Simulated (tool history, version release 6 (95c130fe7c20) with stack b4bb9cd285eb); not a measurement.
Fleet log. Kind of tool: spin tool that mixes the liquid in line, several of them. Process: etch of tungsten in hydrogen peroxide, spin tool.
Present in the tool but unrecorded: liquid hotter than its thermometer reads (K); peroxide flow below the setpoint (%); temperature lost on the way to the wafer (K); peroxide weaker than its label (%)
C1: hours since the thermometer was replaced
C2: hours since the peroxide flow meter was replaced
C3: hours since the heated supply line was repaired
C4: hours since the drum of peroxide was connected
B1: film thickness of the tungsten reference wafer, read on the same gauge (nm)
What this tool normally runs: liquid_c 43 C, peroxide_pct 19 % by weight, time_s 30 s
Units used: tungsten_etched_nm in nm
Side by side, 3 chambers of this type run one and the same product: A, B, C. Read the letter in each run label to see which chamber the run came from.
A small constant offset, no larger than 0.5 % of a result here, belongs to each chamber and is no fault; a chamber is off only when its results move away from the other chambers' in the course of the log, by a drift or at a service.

Run 1C, day 0.221: usual settings; C1 639.8; C2 540.5; C3 1859.2; C4 75.3; B1 69.992. Result: tungsten_etched_nm 40.198 nm.
Run 2B, day 0.596: usual settings; C1 2475.5; C2 143.8; C3 843.1; C4 165.5; B1 69.99. Result: tungsten_etched_nm 40.124 nm.
Run 3A, day 0.854: usual settings; C1 540; C2 574.6; C3 629.8; C4 867; B1 69.994. Result: tungsten_etched_nm 40.294 nm.
At day 1.212: chamber B: heated supply line repaired.
Run 4C, day 1.217: usual settings; C1 663.7; C2 564.4; C3 1883.1; C4 99.2; B1 69.993. Result: tungsten_etched_nm 40.64 nm.
Run 5A, day 1.508: usual settings; C1 555.7; C2 590.3; C3 645.5; C4 882.7; B1 69.985. Result: tungsten_etched_nm 40.674 nm.
Run 6B, day 1.833: usual settings; C1 2505.2; C2 173.5; C3 14.9; C4 195.2; B1 70.015. Result: tungsten_etched_nm 39.936 nm.
Run 7B, day 2.196: usual settings; C1 2513.9; C2 182.2; C3 23.6; C4 203.9; B1 70.002. Result: tungsten_etched_nm 40.5 nm.
Run 8C, day 2.604: usual settings; C1 697; C2 597.7; C3 1916.4; C4 132.5; B1 70.01. Result: tungsten_etched_nm 40.361 nm.
Run 9A, day 2.883: usual settings; C1 588.7; C2 623.3; C3 678.5; C4 915.7; B1 70.01. Result: tungsten_etched_nm 40.494 nm.
Run 10C, day 3.088: usual settings; C1 708.6; C2 609.3; C3 1928; C4 144.1; B1 70. Result: tungsten_etched_nm 39.64 nm.
Run 11B, day 3.354: usual settings; C1 2541.7; C2 210; C3 51.4; C4 231.7; B1 70.006. Result: tungsten_etched_nm 40.008 nm.
Run 12A, day 3.6: usual settings; C1 605.9; C2 640.5; C3 695.7; C4 932.9; B1 69.988. Result: tungsten_etched_nm 40.035 nm.
Run 13B, day 3.812: usual settings; C1 2552.7; C2 221; C3 62.4; C4 242.7; B1 70.01. Result: tungsten_etched_nm 40.296 nm.
Run 14C, day 4.096: usual settings; C1 732.8; C2 633.5; C3 1952.2; C4 168.3; B1 69.989. Result: tungsten_etched_nm 40.414 nm.
At day 4.121: chamber A: thermometer replaced.
Run 15A, day 4.283: usual settings; C1 3.9; C2 656.9; C3 712.1; C4 949.3; B1 70.007. Result: tungsten_etched_nm 40.178 nm.
At day 4.525: chamber B: thermometer replaced.
Run 16B, day 4.546: usual settings; C1 0.5; C2 238.6; C3 80; C4 260.3; B1 69.994. Result: tungsten_etched_nm 40.444 nm.
Run 17C, day 4.783: usual settings; C1 749.3; C2 650; C3 1968.7; C4 184.8; B1 70.006. Result: tungsten_etched_nm 40.176 nm.
Run 18A, day 5.008: usual settings but peroxide_pct 14 % by weight, time_s 20 s; C1 21.3; C2 674.3; C3 729.5; C4 966.7; B1 70. Result: tungsten_etched_nm 22.934 nm.
Run 19B, day 5.2: usual settings but peroxide_pct 14 % by weight, time_s 20 s; C1 16.2; C2 254.3; C3 95.7; C4 276; B1 69.996. Result: tungsten_etched_nm 23.172 nm.
Run 20A, day 5.496: usual settings but peroxide_pct 14 % by weight, time_s 20 s; C1 33; C2 686; C3 741.2; C4 978.4; B1 70.019. Result: tungsten_etched_nm 22.946 nm.
Run 21C, day 5.738: usual settings; C1 772.2; C2 672.9; C3 1991.6; C4 207.7; B1 70.002. Result: tungsten_etched_nm 40.279 nm.
Run 22A, day 6.05: usual settings; C1 46.3; C2 699.3; C3 754.5; C4 991.7; B1 69.988. Result: tungsten_etched_nm 39.772 nm.
Run 23B, day 6.412: usual settings; C1 45.3; C2 283.4; C3 124.8; C4 305.1; B1 69.992. Result: tungsten_etched_nm 40.344 nm.
Run 24C, day 6.675: usual settings; C1 794.7; C2 695.4; C3 2014.1; C4 230.2; B1 69.998. Result: tungsten_etched_nm 40.118 nm.
At day 6.904: chamber A: peroxide flow meter replaced.
Run 25B, day 7.021: usual settings; C1 59.9; C2 298; C3 139.4; C4 319.7; B1 70.002. Result: tungsten_etched_nm 40.584 nm.
Run 26A, day 7.229: usual settings but liquid_c 47 C, time_s 45 s; C1 74.6; C2 7.8; C3 782.8; C4 1020; B1 69.998. Result: tungsten_etched_nm 78.036 nm.
Run 27C, day 7.554: usual settings but liquid_c 47 C, time_s 45 s; C1 815.8; C2 716.5; C3 2035.2; C4 251.3; B1 70.007. Result: tungsten_etched_nm 77.831 nm.
Run 28B, day 7.854: usual settings but liquid_c 47 C, time_s 45 s; C1 79.9; C2 318; C3 159.4; C4 339.7; B1 70.002. Result: tungsten_etched_nm 77.258 nm.
Run 29C, day 8.192: usual settings; C1 831.1; C2 731.8; C3 2050.5; C4 266.6; B1 69.995. Result: tungsten_etched_nm 40.106 nm.
Run 30A, day 8.488: usual settings; C1 104.8; C2 38; C3 813; C4 1050.2; B1 69.985. Result: tungsten_etched_nm 40.019 nm.
Run 31C, day 8.725: usual settings; C1 843.9; C2 744.6; C3 2063.3; C4 279.4; B1 69.99. Result: tungsten_etched_nm 39.939 nm.
Run 32A, day 9.062: usual settings; C1 118.6; C2 51.8; C3 826.8; C4 1064; B1 69.99. Result: tungsten_etched_nm 39.963 nm.
At day 9.079: chamber A: new drum of peroxide connected.
Run 33B, day 9.433: usual settings but liquid_c 49 C; C1 117.8; C2 355.9; C3 197.3; C4 377.6; B1 69.991. Result: tungsten_etched_nm 59.132 nm.
Run 34A, day 9.775: usual settings but liquid_c 49 C; C1 135.7; C2 68.9; C3 843.9; C4 16.7; B1 70.003. Result: tungsten_etched_nm 58.85 nm.
Run 35B, day 10.058: usual settings but liquid_c 49 C; C1 132.8; C2 370.9; C3 212.3; C4 392.6; B1 70.006. Result: tungsten_etched_nm 59.342 nm.
Run 36C, day 10.267: usual settings; C1 880.9; C2 781.6; C3 2100.3; C4 316.4; B1 69.973. Result: tungsten_etched_nm 40.001 nm.
Run 37C, day 10.517: usual settings; C1 886.9; C2 787.6; C3 2106.3; C4 322.4; B1 70.024. Result: tungsten_etched_nm 40.605 nm.

Predict what each chamber gives when all 3 of them run the settings below next.
Run 38A, day 10.812: usual settings but peroxide_pct 14.5 % by weight. Result: tungsten_etched_nm ?.
Run 38B, day 10.812: usual settings but peroxide_pct 14.5 % by weight. Result: tungsten_etched_nm ?.
Run 38C, day 10.812: usual settings but peroxide_pct 14.5 % by weight. Result: tungsten_etched_nm ?.

run  tungsten_etched_nm
38A              35.002
38B              35.513
38C              34.993
